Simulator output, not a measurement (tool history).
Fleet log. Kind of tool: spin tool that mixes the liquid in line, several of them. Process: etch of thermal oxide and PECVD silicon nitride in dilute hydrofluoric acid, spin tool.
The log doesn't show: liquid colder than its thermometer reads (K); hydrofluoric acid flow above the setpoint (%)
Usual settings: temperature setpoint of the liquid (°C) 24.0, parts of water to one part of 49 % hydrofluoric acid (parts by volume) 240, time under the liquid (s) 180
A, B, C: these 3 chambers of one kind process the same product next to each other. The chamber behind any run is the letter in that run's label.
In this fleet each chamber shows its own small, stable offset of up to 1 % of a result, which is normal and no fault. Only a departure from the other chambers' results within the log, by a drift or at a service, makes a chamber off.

run	hour	temperature setpoint of the liquid (°C)	parts of water to one part of 49 % hydrofluoric acid (parts by volume)	time under the liquid (s)	hours since the thermometer was replaced	hours since the hydrofluoric acid flow meter was replaced	read-back film thickness of the thermal oxide reference wafer, read on the same gauge (nm)	read-back film thickness of the PECVD silicon nitride reference wafer, read on the same gauge (nm)	thickness taken off the thermal oxide on a monitor wafer (Å)	thickness taken off the PECVD silicon nitride on a monitor wafer (Å)
1A	7.5	24.0	240	180	993.2	290.7	120.02	89.972	30.304	16.1550
2B	14.7	24.0	240	180	149.8	828.8	119.98	90.064	30.094	16.5220
3C	26.0	24.0	240	180	660.2	179.4	120.00	90.003	30.276	16.5250
4C	37.6	24.0	240	180	671.8	191.0	119.99	90.024	30.944	17.1280
5B	49.1	24.0	240	180	184.2	863.2	119.98	89.988	29.749	16.6740
6A	63.6	24.0	145	95	1049.3	346.8	120.02	90.002	29.446	14.6830
7B	73.6	24.0	145	95	208.7	887.7	120.04	90.007	29.198	14.3360
8A	83.5	24.0	145	95	1069.2	366.7	120.03	90.001	29.337	15.0420
9C	96.9	24.0	240	180	731.1	250.3	120.05	90.002	30.705	16.6750
10B	104.5	28.0	240	180	239.6	918.6	120.00	89.983	33.854	21.3480
11A	120.3	28.0	240	180	1106.0	403.5	120.02	90.004	35.176	21.6660
12C	131.8	28.0	240	180	766.0	285.2	119.97	89.997	35.080	21.5870
13C	141.5	20.0	240	140	775.7	294.9	120.01	90.034	20.592	9.9303
14B	156.6	20.0	240	140	291.7	970.7	120.03	89.997	20.396	10.1480
15A	168.3	20.0	240	140	1154.0	451.5	120.00	90.032	20.710	10.0900
16C	176.8	24.0	240	180	811.0	330.2	119.98	90.002	30.654	17.2350
17B	187.8	26.5	240	255	322.9	1001.9	120.02	89.994	47.998	28.1420
18A	194.8	26.5	240	255	1180.5	478.0	119.99	89.999	46.331	28.4040
19A	205.8	26.5	240	255	1191.5	489.0	119.97	90.010	46.983	27.4650
20B	220.9	24.0	240	180	356.0	1035.0	120.00	89.996	31.386	17.2930
# hour 226.2: chamber A: hydrofluoric acid flow meter replaced
21C	229.5	24.0	240	180	863.7	382.9	119.97	89.993	30.657	17.3620
22C	240.6	24.0	240	180	874.8	394.0	119.97	89.985	30.510	16.2540
23B	250.0	24.0	240	180	385.1	1064.1	119.99	90.004	31.879	17.0690
24A	264.1	24.0	240	180	1249.8	37.9	119.99	89.982	30.095	16.8720
25B	278.7	24.0	165	245	413.8	1092.8	120.02	90.003	68.484	34.8100
26C	293.1	24.0	165	245	927.3	446.5	120.00	89.992	65.739	32.6940
27A	306.1	24.0	165	245	1291.8	79.9	120.01	90.008	66.112	32.9190
28A	318.1	24.0	240	180	1303.8	91.9	119.96	89.990	29.878	16.8350
# hour 325.3: chamber B: thermometer replaced
29C	327.9	24.0	240	180	962.1	481.3	120.00	89.978	30.744	16.8910
30B	340.3	24.0	240	180	15.0	1154.4	120.00	89.993	32.604	17.6670
31C	355.5	24.0	200	245	989.7	508.9	119.99	90.015	52.448	27.2570

Predict what each chamber gives when all 3 of them run the settings below next.
32A	367.0	24.0	240	235					?	?
32B	367.0	24.0	240	235					?	?
32C	367.0	24.0	240	235					?	?

run	thickness taken off the thermal oxide on a monitor wafer (Å)	thickness taken off the PECVD silicon nitride on a monitor wafer (Å)
32A	39.813	20.7470
32B	41.821	23.3360
32C	39.324	21.5540
